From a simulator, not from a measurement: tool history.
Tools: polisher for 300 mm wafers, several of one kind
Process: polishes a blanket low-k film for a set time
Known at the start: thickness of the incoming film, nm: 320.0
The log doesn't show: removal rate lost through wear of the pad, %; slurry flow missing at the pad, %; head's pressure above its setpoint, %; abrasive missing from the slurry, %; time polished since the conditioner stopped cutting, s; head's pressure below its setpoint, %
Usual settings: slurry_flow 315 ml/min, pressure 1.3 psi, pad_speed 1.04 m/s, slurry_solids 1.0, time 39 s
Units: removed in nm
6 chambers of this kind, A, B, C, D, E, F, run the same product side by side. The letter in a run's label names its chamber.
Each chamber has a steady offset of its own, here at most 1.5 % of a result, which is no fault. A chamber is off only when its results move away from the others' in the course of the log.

| run | hour | slurry_flow | pressure | pad_speed | slurry_solids | time | wafers polished on this pad | hours since the slurry nozzle was cleaned | hours since the head pressure was calibrated | hours since the slurry blender was calibrated | hours since the conditioning disc was replaced | removed |
|---|---|---|---|---|---|---|---|---|---|---|---|---|
|  | 0.3 | chamber D: conditioning disc replaced and pad reconditioned |
|  | 2.6 | chamber B: worn pad replaced by a new one |
| 1E | 3.3 | 315 | 1.3 | 1.04 | 1.0 | 39 | 615 | 448.2 | 934.7 | 43.2 | 151.9 | 12.3870 |
|  | 5.5 | chamber F: conditioning disc replaced and pad reconditioned |
| 2F | 8.1 | 315 | 1.3 | 1.04 | 1.0 | 39 | 310 | 108.9 | 202.1 | 26.5 | 2.7 | 12.0700 |
|  | 8.6 | chamber E: slurry nozzle cleaned |
| 3A | 13.7 | 315 | 1.3 | 1.04 | 1.0 | 39 | 759 | 173.8 | 238.4 | 162.0 | 141.2 | 12.2800 |
| 4B | 19.5 | 315 | 1.3 | 1.04 | 1.0 | 39 | 215 | 837.7 | 108.1 | 269.2 | 136.9 | 11.9860 |
| 5C | 22.6 | 315 | 1.3 | 1.04 | 1.0 | 39 | 930 | 72.1 | 575.4 | 168.1 | 439.2 | 12.1150 |
| 6D | 27.4 | 315 | 1.3 | 1.04 | 1.0 | 39 | 885 | 302.6 | 809.2 | 98.2 | 27.2 | 12.0640 |
|  | 31.8 | chamber C: worn pad replaced by a new one |
| 7C | 31.8 | 415 | 1.3 | 1.04 | 1.0 | 39 | 1 | 81.3 | 584.6 | 177.3 | 448.4 | 12.6310 |
|  | 33.0 | chamber B: slurry blender recalibrated |
|  | 34.4 | chamber B: slurry nozzle cleaned |
| 8E | 34.8 | 415 | 1.3 | 1.04 | 1.0 | 39 | 1015 | 26.3 | 966.2 | 74.7 | 183.4 | 12.3890 |
|  | 35.8 | chamber E: worn pad replaced by a new one |
| 9B | 40.2 | 415 | 1.3 | 1.04 | 1.0 | 39 | 477 | 5.9 | 128.8 | 7.2 | 157.6 | 12.4090 |
| 10A | 45.9 | 415 | 1.3 | 1.04 | 1.0 | 39 | 1167 | 206.0 | 270.6 | 194.2 | 173.4 | 12.2650 |
| 11D | 50.1 | 415 | 1.3 | 1.04 | 1.0 | 39 | 1173 | 325.3 | 831.9 | 120.9 | 49.9 | 12.1610 |
|  | 50.2 | chamber B: worn pad replaced by a new one |
| 12F | 52.6 | 415 | 1.3 | 1.04 | 1.0 | 39 | 875 | 153.4 | 246.6 | 71.0 | 47.2 | 12.1970 |
|  | 55.0 | chamber A: slurry blender recalibrated |
| 13D | 58.2 | 315 | 1.3 | 1.04 | 1.0 | 39 | 1276 | 333.4 | 840.0 | 129.0 | 58.0 | 11.9400 |
|  | 60.3 | chamber D: worn pad replaced by a new one |
| 14A | 61.1 | 315 | 1.3 | 1.04 | 1.0 | 39 | 1360 | 221.2 | 285.8 | 6.1 | 188.6 | 11.9070 |
| 15E | 65.6 | 315 | 1.3 | 1.04 | 1.0 | 31 | 379 | 57.1 | 997.0 | 105.5 | 214.2 | 9.6181 |
|  | 65.9 | chamber E: slurry blender recalibrated |
|  | 66.5 | chamber D: slurry nozzle cleaned |
| 16B | 71.1 | 315 | 1.3 | 1.04 | 1.0 | 31 | 266 | 36.8 | 159.7 | 38.1 | 188.5 | 9.4744 |
| 17F | 76.2 | 315 | 1.3 | 1.04 | 1.0 | 31 | 1174 | 177.0 | 270.2 | 94.6 | 70.8 | 9.4698 |
|  | 78.8 | chamber A: worn pad replaced by a new one |
| 18C | 80.2 | 315 | 1.3 | 1.04 | 1.0 | 31 | 615 | 129.7 | 633.0 | 225.7 | 496.8 | 9.6645 |
|  | 81.8 | chamber E: conditioning disc replaced and pad reconditioned |
| 19C | 82.8 | 315 | 1.3 | 1.04 | 1.0 | 31 | 648 | 132.3 | 635.6 | 228.3 | 499.4 | 9.6761 |
| 20E | 86.7 | 315 | 1.3 | 1.04 | 1.0 | 31 | 647 | 78.2 | 1018.1 | 20.8 | 5.0 | 9.6238 |
| 21F | 90.8 | 315 | 1.3 | 0.78 | 0.9 | 39 | 1359 | 191.6 | 284.8 | 109.2 | 85.4 | 9.1079 |
|  | 91.5 | chamber B: worn pad replaced by a new one |
| 22A | 94.5 | 315 | 1.3 | 0.78 | 0.9 | 39 | 199 | 254.6 | 319.2 | 39.5 | 222.0 | 9.1610 |
|  | 95.8 | chamber B: conditioning disc replaced and pad reconditioned |
|  | 96.8 | chamber D: head pressure recalibrated |
|  | 98.8 | chamber F: worn pad replaced by a new one |
| 23B | 99.5 | 315 | 1.3 | 0.78 | 0.9 | 39 | 102 | 65.2 | 188.1 | 66.5 | 3.8 | 9.0117 |
| 24D | 104.7 | 315 | 1.3 | 0.78 | 0.9 | 39 | 563 | 38.3 | 8.0 | 175.5 | 104.5 | 9.1967 |
| 25E | 107.6 | 315 | 1.3 | 0.78 | 0.9 | 39 | 912 | 99.1 | 1039.0 | 41.7 | 25.9 | 9.1227 |
|  | 109.8 | chamber D: slurry blender recalibrated |
| 26F | 111.2 | 315 | 1.3 | 0.78 | 0.9 | 39 | 157 | 212.0 | 305.2 | 129.6 | 105.8 | 9.0392 |
|  | 112.3 | chamber F: conditioning disc replaced and pad reconditioned |
| 27A | 114.1 | 315 | 1.3 | 1.04 | 1.0 | 39 | 448 | 274.2 | 338.8 | 59.1 | 241.6 | 12.1890 |
|  | 114.9 | chamber C: worn pad replaced by a new one |
| 28D | 116.9 | 315 | 1.3 | 1.04 | 1.0 | 39 | 718 | 50.5 | 20.2 | 7.1 | 116.7 | 11.9440 |
|  | 117.4 | chamber E: worn pad replaced by a new one |
| 29B | 121.1 | 315 | 1.3 | 1.04 | 1.0 | 39 | 376 | 86.8 | 209.7 | 88.1 | 25.4 | 11.9020 |
| 30C | 125.8 | 315 | 1.3 | 1.04 | 1.0 | 39 | 139 | 175.3 | 678.6 | 271.3 | 542.4 | 11.9350 |
| 31C | 130.5 | 315 | 1.3 | 1.04 | 1.0 | 39 | 198 | 180.0 | 683.3 | 276.0 | 547.1 | 11.9960 |
|  | 133.8 | chamber B: worn pad replaced by a new one |
| 32B | 135.5 | 315 | 1.3 | 0.92 | 1.0 | 52 | 21 | 101.2 | 224.1 | 102.5 | 39.8 | 14.5160 |
| 33D | 138.2 | 315 | 1.3 | 0.92 | 1.0 | 52 | 988 | 71.8 | 41.5 | 28.4 | 138.0 | 14.7750 |
| 34A | 143.0 | 315 | 1.3 | 0.92 | 1.0 | 52 | 814 | 303.1 | 367.7 | 88.0 | 270.5 | 14.3240 |
| 35E | 146.2 | 315 | 1.3 | 0.92 | 1.0 | 52 | 366 | 137.7 | 1077.6 | 80.3 | 64.5 | 14.7840 |
| 36F | 151.0 | 315 | 1.3 | 0.92 | 1.0 | 52 | 662 | 251.8 | 345.0 | 169.4 | 38.8 | 14.3270 |
|  | 151.4 | chamber F: slurry blender recalibrated |
| 37E | 155.8 | 315 | 1.3 | 0.92 | 1.0 | 52 | 488 | 147.3 | 1087.2 | 89.9 | 74.1 | 14.8460 |
| 38D | 160.4 | 315 | 1.3 | 1.04 | 1.0 | 39 | 1270 | 94.0 | 63.7 | 50.6 | 160.2 | 11.9810 |
| 39F | 165.7 | 315 | 1.3 | 1.04 | 1.0 | 39 | 849 | 266.5 | 359.7 | 14.4 | 53.5 | 11.9660 |
| 40C | 169.1 | 315 | 1.3 | 1.04 | 1.0 | 39 | 688 | 218.6 | 721.9 | 314.6 | 585.7 | 12.2820 |

Is one chamber off against the others, does the gauge drift, or is nothing wrong? If a chamber is off, say which, and what the likeliest cause is.

No chamber stands off beyond its own small offset, and the gauge holds steady.
